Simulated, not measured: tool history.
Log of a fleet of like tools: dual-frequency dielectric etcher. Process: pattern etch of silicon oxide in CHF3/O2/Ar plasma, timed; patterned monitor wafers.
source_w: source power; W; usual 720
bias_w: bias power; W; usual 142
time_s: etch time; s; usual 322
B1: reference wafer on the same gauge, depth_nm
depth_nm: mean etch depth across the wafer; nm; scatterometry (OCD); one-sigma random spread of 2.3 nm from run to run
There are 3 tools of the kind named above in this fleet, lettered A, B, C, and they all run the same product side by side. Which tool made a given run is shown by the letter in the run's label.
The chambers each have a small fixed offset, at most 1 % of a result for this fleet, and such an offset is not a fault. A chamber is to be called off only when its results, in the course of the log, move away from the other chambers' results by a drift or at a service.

{"run": "1A", "day": 0.204, "source_w": 720, "bias_w": 142, "time_s": 322, "B1": 754.1, "depth_nm": 628.81}
{"run": "2C", "day": 0.404, "source_w": 720, "bias_w": 142, "time_s": 322, "B1": 754.99, "depth_nm": 630.21}
{"run": "3B", "day": 0.646, "source_w": 720, "bias_w": 142, "time_s": 322, "B1": 755.02, "depth_nm": 628.57}
{"run": "4C", "day": 0.854, "source_w": 720, "bias_w": 142, "time_s": 322, "B1": 755.24, "depth_nm": 626.17}
{"run": "5A", "day": 1.154, "source_w": 720, "bias_w": 142, "time_s": 322, "B1": 755.36, "depth_nm": 629.42}
{"day": 1.325, "done": "chamber A: wet clean of the chamber"}
{"run": "6B", "day": 1.35, "source_w": 720, "bias_w": 142, "time_s": 322, "B1": 754.47, "depth_nm": 628.23}
{"day": 1.417, "done": "chamber C: wet clean of the chamber"}
{"run": "7A", "day": 1.517, "source_w": 720, "bias_w": 142, "time_s": 322, "B1": 754.75, "depth_nm": 631.04}
{"run": "8B", "day": 1.804, "source_w": 720, "bias_w": 142, "time_s": 322, "B1": 754.96, "depth_nm": 625.39}
{"run": "9C", "day": 1.967, "source_w": 720, "bias_w": 142, "time_s": 322, "B1": 754.66, "depth_nm": 627.8}
{"run": "10C", "day": 2.121, "source_w": 720, "bias_w": 142, "time_s": 322, "B1": 755.15, "depth_nm": 630.16}
{"run": "11A", "day": 2.45, "source_w": 720, "bias_w": 142, "time_s": 322, "B1": 754.57, "depth_nm": 629.26}
{"run": "12B", "day": 2.783, "source_w": 720, "bias_w": 142, "time_s": 322, "B1": 755.39, "depth_nm": 631.32}
{"run": "13C", "day": 2.95, "source_w": 720, "bias_w": 142, "time_s": 322, "B1": 754.33, "depth_nm": 628.91}
{"run": "14B", "day": 3.229, "source_w": 720, "bias_w": 142, "time_s": 322, "B1": 755.6, "depth_nm": 629.81}
{"run": "15A", "day": 3.512, "source_w": 720, "bias_w": 142, "time_s": 322, "B1": 755.1, "depth_nm": 632.25}
{"run": "16A", "day": 3.675, "source_w": 720, "bias_w": 142, "time_s": 322, "B1": 754.85, "depth_nm": 633.81}
{"run": "17C", "day": 3.85, "source_w": 720, "bias_w": 142, "time_s": 322, "B1": 755.3, "depth_nm": 628.28}
{"run": "18B", "day": 4.121, "source_w": 720, "bias_w": 142, "time_s": 322, "B1": 754.96, "depth_nm": 627.11}
{"run": "19B", "day": 4.358, "source_w": 720, "bias_w": 142, "time_s": 322, "B1": 755.8, "depth_nm": 631.45}
{"day": 4.517, "done": "chamber B: wet clean of the chamber"}
{"run": "20C", "day": 4.588, "source_w": 720, "bias_w": 142, "time_s": 322, "B1": 755.37, "depth_nm": 630.77}
{"run": "21A", "day": 4.767, "source_w": 720, "bias_w": 119, "time_s": 354.5, "B1": 755.25, "depth_nm": 656.24}
{"run": "22C", "day": 5.104, "source_w": 720, "bias_w": 119, "time_s": 354.5, "B1": 754.63, "depth_nm": 651.49}
{"run": "23B", "day": 5.338, "source_w": 720, "bias_w": 119, "time_s": 354.5, "B1": 755.14, "depth_nm": 654.05}
{"run": "24A", "day": 5.546, "source_w": 720, "bias_w": 142, "time_s": 322, "B1": 755.48, "depth_nm": 632.42}
{"run": "25B", "day": 5.746, "source_w": 720, "bias_w": 142, "time_s": 322, "B1": 755.15, "depth_nm": 628.45}
{"run": "26C", "day": 5.942, "source_w": 720, "bias_w": 113, "time_s": 322, "B1": 755.3, "depth_nm": 586.4}
{"run": "27A", "day": 6.267, "source_w": 720, "bias_w": 113, "time_s": 322, "B1": 754.99, "depth_nm": 589.27}
{"run": "28B", "day": 6.512, "source_w": 720, "bias_w": 113, "time_s": 322, "B1": 755.05, "depth_nm": 589.29}
{"run": "29A", "day": 6.833, "source_w": 720, "bias_w": 142, "time_s": 322, "B1": 754.98, "depth_nm": 631.11}
{"run": "30C", "day": 7.142, "source_w": 720, "bias_w": 142, "time_s": 322, "B1": 755.31, "depth_nm": 626.89}
{"run": "31A", "day": 7.354, "source_w": 720, "bias_w": 142, "time_s": 322, "B1": 755.28, "depth_nm": 632.44}
{"run": "32C", "day": 7.675, "source_w": 720, "bias_w": 127, "time_s": 251.5, "B1": 754.82, "depth_nm": 470.66}
{"run": "33B", "day": 7.825, "source_w": 720, "bias_w": 127, "time_s": 251.5, "B1": 755.33, "depth_nm": 472.84}
{"run": "34C", "day": 8.079, "source_w": 720, "bias_w": 127, "time_s": 251.5, "B1": 754.42, "depth_nm": 475.4}
{"run": "35B", "day": 8.262, "source_w": 720, "bias_w": 142, "time_s": 322, "B1": 755.39, "depth_nm": 625.36}
{"run": "36A", "day": 8.483, "source_w": 720, "bias_w": 142, "time_s": 322, "B1": 754.8, "depth_nm": 632.17}
{"run": "37C", "day": 8.704, "source_w": 720, "bias_w": 142, "time_s": 322, "B1": 755.11, "depth_nm": 630.64}
{"run": "38A", "day": 9.004, "source_w": 720, "bias_w": 142, "time_s": 322, "B1": 754.67, "depth_nm": 632.34}
{"run": "39B", "day": 9.158, "source_w": 720, "bias_w": 142, "time_s": 322, "B1": 754.61, "depth_nm": 628.67}
{"run": "40C", "day": 9.329, "source_w": 720, "bias_w": 142, "time_s": 322, "B1": 755.39, "depth_nm": 624.58}
{"run": "41A", "day": 9.521, "source_w": 720, "bias_w": 142, "time_s": 322, "B1": 755.39, "depth_nm": 625.92}
{"run": "42B", "day": 9.8, "source_w": 720, "bias_w": 142, "time_s": 322, "B1": 755.18, "depth_nm": 627.91}
{"run": "43B", "day": 10.046, "source_w": 720, "bias_w": 142, "time_s": 322, "B1": 755.2, "depth_nm": 627.42}

All 3 chambers run these settings next. Forecast each chamber's results:
{"run": "44A", "day": 10.288, "source_w": 890, "bias_w": 142, "time_s": 322, "depth_nm": "?"}
{"run": "44B", "day": 10.288, "source_w": 890, "bias_w": 142, "time_s": 322, "depth_nm": "?"}
{"run": "44C", "day": 10.288, "source_w": 890, "bias_w": 142, "time_s": 322, "depth_nm": "?"}

run=44A depth_nm=684.87
run=44B depth_nm=685.66
run=44C depth_nm=685.94
